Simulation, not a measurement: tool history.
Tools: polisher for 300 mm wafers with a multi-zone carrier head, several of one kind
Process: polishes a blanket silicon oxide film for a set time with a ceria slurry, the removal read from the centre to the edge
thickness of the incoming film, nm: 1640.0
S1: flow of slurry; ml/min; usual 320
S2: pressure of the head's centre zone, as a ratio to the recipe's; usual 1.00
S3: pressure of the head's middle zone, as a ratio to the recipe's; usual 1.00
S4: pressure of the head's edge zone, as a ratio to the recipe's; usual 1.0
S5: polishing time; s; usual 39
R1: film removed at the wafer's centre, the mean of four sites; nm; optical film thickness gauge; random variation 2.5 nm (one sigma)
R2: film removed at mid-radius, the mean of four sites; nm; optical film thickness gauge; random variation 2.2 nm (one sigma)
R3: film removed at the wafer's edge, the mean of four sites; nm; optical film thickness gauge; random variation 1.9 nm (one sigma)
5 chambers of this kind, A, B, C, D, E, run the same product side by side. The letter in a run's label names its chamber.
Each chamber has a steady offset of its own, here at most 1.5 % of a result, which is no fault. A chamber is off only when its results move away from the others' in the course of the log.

{"run": "1C", "day": 0.567, "S1": 320, "S2": 1.0, "S3": 1.0, "S4": 1.0, "S5": 39, "R1": 192.86, "R2": 195.12, "R3": 197.14}
{"run": "2D", "day": 1.062, "S1": 320, "S2": 1.0, "S3": 1.0, "S4": 1.0, "S5": 39, "R1": 195.3, "R2": 194.35, "R3": 191.74}
{"run": "3B", "day": 1.408, "S1": 320, "S2": 1.0, "S3": 1.0, "S4": 1.0, "S5": 39, "R1": 191.7, "R2": 197.08, "R3": 194.72}
{"run": "4A", "day": 1.896, "S1": 320, "S2": 1.0, "S3": 1.0, "S4": 1.0, "S5": 39, "R1": 190.48, "R2": 193.3, "R3": 197.25}
{"run": "5E", "day": 2.396, "S1": 320, "S2": 1.0, "S3": 1.0, "S4": 1.0, "S5": 39, "R1": 201.46, "R2": 194.51, "R3": 191.74}
{"day": 2.488, "done": "chamber B: worn pad replaced by a new one"}
{"day": 2.554, "done": "chamber C: worn pad replaced by a new one"}
{"day": 2.638, "done": "chamber A: worn pad replaced by a new one"}
{"run": "6D", "day": 2.804, "S1": 320, "S2": 1.0, "S3": 1.0, "S4": 1.0, "S5": 39, "R1": 193.82, "R2": 195.2, "R3": 194.51}
{"day": 3.012, "done": "chamber D: worn pad replaced by a new one"}
{"run": "7B", "day": 3.154, "S1": 320, "S2": 1.0, "S3": 1.0, "S4": 1.0, "S5": 39, "R1": 190.14, "R2": 195.38, "R3": 192.48}
{"day": 3.175, "done": "chamber C: centre zone pressure recalibrated"}
{"day": 3.521, "done": "chamber E: worn pad replaced by a new one"}
{"run": "8E", "day": 3.596, "S1": 320, "S2": 1.0, "S3": 0.94, "S4": 1.0, "S5": 51, "R1": 250.2, "R2": 242.68, "R3": 254.02}
{"run": "9A", "day": 4.192, "S1": 320, "S2": 1.0, "S3": 0.94, "S4": 1.0, "S5": 51, "R1": 253.33, "R2": 240.9, "R3": 254.32}
{"run": "10C", "day": 4.808, "S1": 320, "S2": 1.0, "S3": 0.94, "S4": 1.0, "S5": 51, "R1": 252.83, "R2": 240.56, "R3": 250.4}
{"day": 4.892, "done": "chamber D: edge zone pressure recalibrated"}
{"run": "11E", "day": 5.117, "S1": 320, "S2": 1.0, "S3": 0.94, "S4": 1.0, "S5": 51, "R1": 253.66, "R2": 242.7, "R3": 248.96}
{"day": 5.558, "done": "chamber E: centre zone pressure recalibrated"}
{"run": "12A", "day": 5.658, "S1": 320, "S2": 1.0, "S3": 0.94, "S4": 1.0, "S5": 51, "R1": 251.82, "R2": 235.55, "R3": 249.54}
{"day": 5.942, "done": "chamber A: slurry nozzle cleaned"}
{"run": "13B", "day": 6.238, "S1": 320, "S2": 1.0, "S3": 1.0, "S4": 1.0, "S5": 39, "R1": 193.9, "R2": 192.37, "R3": 192.76}
{"day": 6.533, "done": "chamber B: worn pad replaced by a new one"}
{"run": "14C", "day": 6.567, "S1": 320, "S2": 1.0, "S3": 1.0, "S4": 1.0, "S5": 39, "R1": 192.16, "R2": 193.45, "R3": 195.38}
{"run": "15D", "day": 7.096, "S1": 320, "S2": 1.0, "S3": 1.0, "S4": 1.0, "S5": 39, "R1": 189.58, "R2": 191.68, "R3": 190.49}
{"day": 7.192, "done": "chamber C: worn pad replaced by a new one"}
{"run": "16C", "day": 7.642, "S1": 320, "S2": 1.0, "S3": 1.0, "S4": 1.0, "S5": 39, "R1": 192.69, "R2": 190.3, "R3": 194.11}
{"run": "17B", "day": 7.942, "S1": 320, "S2": 1.0, "S3": 1.0, "S4": 1.0, "S5": 39, "R1": 193.35, "R2": 190.84, "R3": 196.55}
{"day": 8.054, "done": "chamber A: worn pad replaced by a new one"}
{"run": "18A", "day": 8.292, "S1": 320, "S2": 1.0, "S3": 1.0, "S4": 1.0, "S5": 39, "R1": 191.19, "R2": 191.99, "R3": 197.27}
{"day": 8.312, "done": "chamber D: worn pad replaced by a new one"}
{"run": "19E", "day": 8.583, "S1": 320, "S2": 0.91, "S3": 1.0, "S4": 1.0, "S5": 39, "R1": 178.57, "R2": 195.13, "R3": 195.03}
{"run": "20D", "day": 8.954, "S1": 320, "S2": 0.91, "S3": 1.0, "S4": 1.0, "S5": 39, "R1": 170.55, "R2": 193.11, "R3": 193.13}
{"run": "21B", "day": 9.358, "S1": 320, "S2": 0.91, "S3": 1.0, "S4": 1.0, "S5": 39, "R1": 173.45, "R2": 193.7, "R3": 190.67}
{"day": 9.471, "done": "chamber E: worn pad replaced by a new one"}
{"run": "22D", "day": 9.85, "S1": 320, "S2": 0.91, "S3": 1.0, "S4": 1.0, "S5": 39, "R1": 164.46, "R2": 197.54, "R3": 197.17}
{"run": "23E", "day": 10.208, "S1": 320, "S2": 0.91, "S3": 1.0, "S4": 1.0, "S5": 39, "R1": 177.02, "R2": 198.01, "R3": 191.93}
{"run": "24A", "day": 10.775, "S1": 320, "S2": 1.0, "S3": 1.0, "S4": 1.0, "S5": 39, "R1": 191.63, "R2": 191.93, "R3": 195.31}
{"day": 10.9, "done": "chamber B: worn pad replaced by a new one"}
{"run": "25C", "day": 11.1, "S1": 320, "S2": 1.0, "S3": 0.95, "S4": 1.0, "S5": 39, "R1": 197.16, "R2": 180.66, "R3": 196.33}
{"day": 11.354, "done": "chamber C: worn pad replaced by a new one"}
{"run": "26E", "day": 11.379, "S1": 320, "S2": 1.0, "S3": 0.95, "S4": 1.0, "S5": 39, "R1": 197.58, "R2": 187.75, "R3": 194.13}
{"run": "27A", "day": 11.667, "S1": 320, "S2": 1.0, "S3": 0.95, "S4": 1.0, "S5": 39, "R1": 192.21, "R2": 185.66, "R3": 190.86}
{"run": "28C", "day": 12.162, "S1": 320, "S2": 1.0, "S3": 0.95, "S4": 1.0, "S5": 39, "R1": 193.43, "R2": 185.75, "R3": 196.46}
{"run": "29D", "day": 12.771, "S1": 320, "S2": 1.0, "S3": 0.95, "S4": 1.0, "S5": 39, "R1": 177.69, "R2": 188.12, "R3": 197.2}
{"day": 13.212, "done": "chamber D: worn pad replaced by a new one"}
{"run": "30B", "day": 13.338, "S1": 320, "S2": 1.0, "S3": 1.0, "S4": 1.0, "S5": 39, "R1": 194.51, "R2": 193.74, "R3": 194.6}
{"run": "31B", "day": 13.908, "S1": 320, "S2": 1.0, "S3": 1.0, "S4": 1.0, "S5": 39, "R1": 188.48, "R2": 193.81, "R3": 192.51}
{"day": 14.0, "done": "chamber A: worn pad replaced by a new one"}
{"run": "32E", "day": 14.488, "S1": 320, "S2": 1.0, "S3": 1.0, "S4": 1.0, "S5": 39, "R1": 190.65, "R2": 194.1, "R3": 195.53}
{"day": 14.542, "done": "chamber E: worn pad replaced by a new one"}
{"run": "33C", "day": 14.817, "S1": 320, "S2": 1.0, "S3": 1.0, "S4": 1.0, "S5": 39, "R1": 195.29, "R2": 198.25, "R3": 198.35}
{"run": "34D", "day": 15.392, "S1": 320, "S2": 1.0, "S3": 1.0, "S4": 1.0, "S5": 39, "R1": 172.85, "R2": 194.16, "R3": 194.41}
{"day": 15.833, "done": "chamber A: centre zone pressure recalibrated"}
{"day": 15.85, "done": "chamber C: worn pad replaced by a new one"}
{"run": "35A", "day": 15.904, "S1": 320, "S2": 1.0, "S3": 1.0, "S4": 1.0, "S5": 39, "R1": 190.21, "R2": 192.78, "R3": 194.73}
{"day": 15.921, "done": "chamber B: worn pad replaced by a new one"}
{"day": 16.188, "done": "chamber B: edge zone pressure recalibrated"}
{"run": "36D", "day": 16.238, "S1": 320, "S2": 1.0, "S3": 1.0, "S4": 1.0, "S5": 51, "R1": 234.45, "R2": 255.06, "R3": 249.3}
{"run": "37E", "day": 16.604, "S1": 320, "S2": 1.0, "S3": 1.0, "S4": 1.0, "S5": 51, "R1": 252.77, "R2": 260.21, "R3": 250.83}
{"run": "38C", "day": 16.996, "S1": 320, "S2": 1.0, "S3": 1.0, "S4": 1.0, "S5": 51, "R1": 258.19, "R2": 255.94, "R3": 256.74}
{"run": "39A", "day": 17.425, "S1": 320, "S2": 1.0, "S3": 1.0, "S4": 1.0, "S5": 51, "R1": 251.06, "R2": 253.98, "R3": 250.12}
{"run": "40B", "day": 18.008, "S1": 320, "S2": 1.0, "S3": 1.0, "S4": 1.0, "S5": 51, "R1": 256.73, "R2": 255.55, "R3": 252.74}
{"run": "41B", "day": 18.621, "S1": 320, "S2": 1.0, "S3": 1.05, "S4": 1.0, "S5": 39, "R1": 196.42, "R2": 203.78, "R3": 192.62}

Is one chamber off against the others, does the gauge drift, or is nothing wrong? If a chamber is off, say which, and what the likeliest cause is.

Chamber D drifts away from the others.
Cause: centre zone's pressure below its setpoint, % = 11.3.

Here are 4 candidates for chamber D's next run, each the usual settings with a change, their results left as question marks. Which one brings its results back in line with what the others give on the usual settings?
In line means no further than this from the other chambers' mean on the usual settings: R1 8.80 nm; R2 7.70 nm; R3 6.60 nm
{"run": "42D-1", "day": 19.071, "S1": 325, "S2": 1.04, "S3": 0.99, "S4": 0.99, "S5": 39, "R1": "?", "R2": "?", "R3": "?"}
{"run": "42D-2", "day": 19.071, "S1": 325, "S2": 1.11, "S3": 0.97, "S4": 0.97, "S5": 40, "R1": "?", "R2": "?", "R3": "?"}
{"run": "42D-3", "day": 19.071, "S1": 315, "S2": 0.96, "S3": 1.01, "S4": 1.01, "S5": 39, "R1": "?", "R2": "?", "R3": "?"}
{"run": "42D-4", "day": 19.071, "S1": 315, "S2": 0.9, "S3": 1.02, "S4": 1.03, "S5": 39, "R1": "?", "R2": "?", "R3": "?"}

The other chambers' mean on the usual settings: R1 193.45 nm; R2 194.36 nm; R3 193.75 nm
run=42D-1 R1=176.12 R2=194.59 R3=193.14
run=42D-2 R1=194.23 R2=195.77 R3=196.09
run=42D-3 R1=160.47 R2=197.77 R3=194.67
run=42D-4 R1=149.13 R2=199.65 R3=196.65
42D-2 brings the chamber back in line.

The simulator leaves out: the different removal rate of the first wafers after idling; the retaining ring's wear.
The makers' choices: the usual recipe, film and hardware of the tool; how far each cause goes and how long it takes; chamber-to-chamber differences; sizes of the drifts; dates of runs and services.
